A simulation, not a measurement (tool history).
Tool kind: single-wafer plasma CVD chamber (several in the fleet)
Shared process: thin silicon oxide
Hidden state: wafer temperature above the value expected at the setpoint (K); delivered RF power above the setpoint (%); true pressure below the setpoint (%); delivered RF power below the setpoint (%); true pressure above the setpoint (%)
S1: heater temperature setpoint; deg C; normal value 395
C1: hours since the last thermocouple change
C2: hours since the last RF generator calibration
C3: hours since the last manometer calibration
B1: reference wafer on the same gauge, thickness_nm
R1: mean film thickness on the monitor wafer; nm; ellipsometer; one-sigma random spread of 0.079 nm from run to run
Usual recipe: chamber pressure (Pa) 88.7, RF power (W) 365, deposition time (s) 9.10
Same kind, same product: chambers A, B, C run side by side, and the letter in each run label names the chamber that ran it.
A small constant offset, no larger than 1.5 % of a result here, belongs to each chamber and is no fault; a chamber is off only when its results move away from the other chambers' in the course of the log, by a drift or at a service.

Run 1B, hour 8.8: usual settings; C1 700.7; C2 1176.3; C3 2772.9; B1 12.993. Result: R1 14.797 nm.
Run 2A, hour 14.8: usual settings; C1 1210.3; C2 1240.9; C3 1673.6; B1 12.999. Result: R1 15.131 nm.
Run 3C, hour 24.2: usual settings; C1 1704.5; C2 1590.9; C3 626.0; B1 12.993. Result: R1 15.329 nm.
Run 4A, hour 34.9: usual settings; C1 1230.4; C2 1261.0; C3 1693.7; B1 12.999. Result: R1 14.995 nm.
Run 5B, hour 44.3: usual settings but chamber pressure (Pa) 99.5, deposition time (s) 8.43; C1 736.2; C2 1211.8; C3 2808.4; B1 12.987. Result: R1 15.588 nm.
Run 6C, hour 52.4: usual settings but chamber pressure (Pa) 99.5, deposition time (s) 8.43; C1 1732.7; C2 1619.1; C3 654.2; B1 12.990. Result: R1 15.877 nm.
Run 7A, hour 63.4: usual settings but chamber pressure (Pa) 99.5, deposition time (s) 8.43; C1 1258.9; C2 1289.5; C3 1722.2; B1 13.004. Result: R1 15.707 nm.
Run 8C, hour 76.1: usual settings; C1 1756.4; C2 1642.8; C3 677.9; B1 12.998. Result: R1 15.207 nm.
Run 9B, hour 82.3: usual settings; C1 774.2; C2 1249.8; C3 2846.4; B1 13.021. Result: R1 15.028 nm.
Run 10C, hour 93.4: usual settings; C1 1773.7; C2 1660.1; C3 695.2; B1 12.996. Result: R1 15.255 nm.
Run 11B, hour 101.1: usual settings; C1 793.0; C2 1268.6; C3 2865.2; B1 12.991. Result: R1 14.933 nm.
Run 12A, hour 108.2: usual settings; C1 1303.7; C2 1334.3; C3 1767.0; B1 13.012. Result: R1 14.900 nm.
Run 13A, hour 119.1: usual settings but deposition time (s) 8.49; C1 1314.6; C2 1345.2; C3 1777.9; B1 12.997. Result: R1 13.862 nm.
Run 14B, hour 130.6: usual settings but deposition time (s) 8.49; C1 822.5; C2 1298.1; C3 2894.7; B1 12.989. Result: R1 13.935 nm.
Run 15C, hour 139.0: usual settings but deposition time (s) 8.49; C1 1819.3; C2 1705.7; C3 740.8; B1 13.005. Result: R1 14.341 nm.
Run 16C, hour 144.7: usual settings; C1 1825.0; C2 1711.4; C3 746.5; B1 13.000. Result: R1 15.224 nm.
At hour 150.1: chamber A: thermocouple changed; heater temperature recalibrated.
Run 17A, hour 151.0: usual settings; C1 0.9; C2 1377.1; C3 1809.8; B1 13.003. Result: R1 14.689 nm.
Run 18B, hour 158.5: usual settings; C1 850.4; C2 1326.0; C3 2922.6; B1 13.018. Result: R1 14.790 nm.
Run 19A, hour 169.7: usual settings; C1 19.6; C2 1395.8; C3 1828.5; B1 13.001. Result: R1 14.637 nm.
Run 20B, hour 180.7: usual settings; C1 872.6; C2 1348.2; C3 2944.8; B1 13.005. Result: R1 14.740 nm.
Run 21C, hour 190.2: usual settings; C1 1870.5; C2 1756.9; C3 792.0; B1 13.014. Result: R1 15.091 nm.
Run 22B, hour 198.0: usual settings; C1 889.9; C2 1365.5; C3 2962.1; B1 13.004. Result: R1 14.978 nm.
Run 23A, hour 205.6: usual settings; C1 55.5; C2 1431.7; C3 1864.4; B1 12.993. Result: R1 14.696 nm.
Run 24C, hour 217.8: usual settings; C1 1898.1; C2 1784.5; C3 819.6; B1 12.989. Result: R1 15.167 nm.
Run 25B, hour 226.6: usual settings; C1 918.5; C2 1394.1; C3 2990.7; B1 13.012. Result: R1 14.851 nm.
Run 26C, hour 238.4: usual settings; C1 1918.7; C2 1805.1; C3 840.2; B1 13.004. Result: R1 15.312 nm.
Run 27A, hour 245.0: usual settings; C1 94.9; C2 1471.1; C3 1903.8; B1 12.984. Result: R1 14.526 nm.
Run 28C, hour 251.0: usual settings; C1 1931.3; C2 1817.7; C3 852.8; B1 13.000. Result: R1 15.216 nm.
At hour 256.6: chamber A: RF generator calibrated.
Run 29A, hour 262.0: usual settings; C1 111.9; C2 5.5; C3 1920.8; B1 13.002. Result: R1 14.430 nm.
Run 30B, hour 272.4: usual settings; C1 964.3; C2 1439.9; C3 3036.5; B1 12.971. Result: R1 14.893 nm.

Next, all 3 chambers run the settings below, one line each with question marks for the results. What does each chamber give?
Run 31A, hour 281.7: usual settings. Result: R1 ?.
Run 31B, hour 281.7: usual settings. Result: R1 ?.
Run 31C, hour 281.7: usual settings. Result: R1 ?.

run      R1
31A  14.355
31B  14.706
31C  15.212
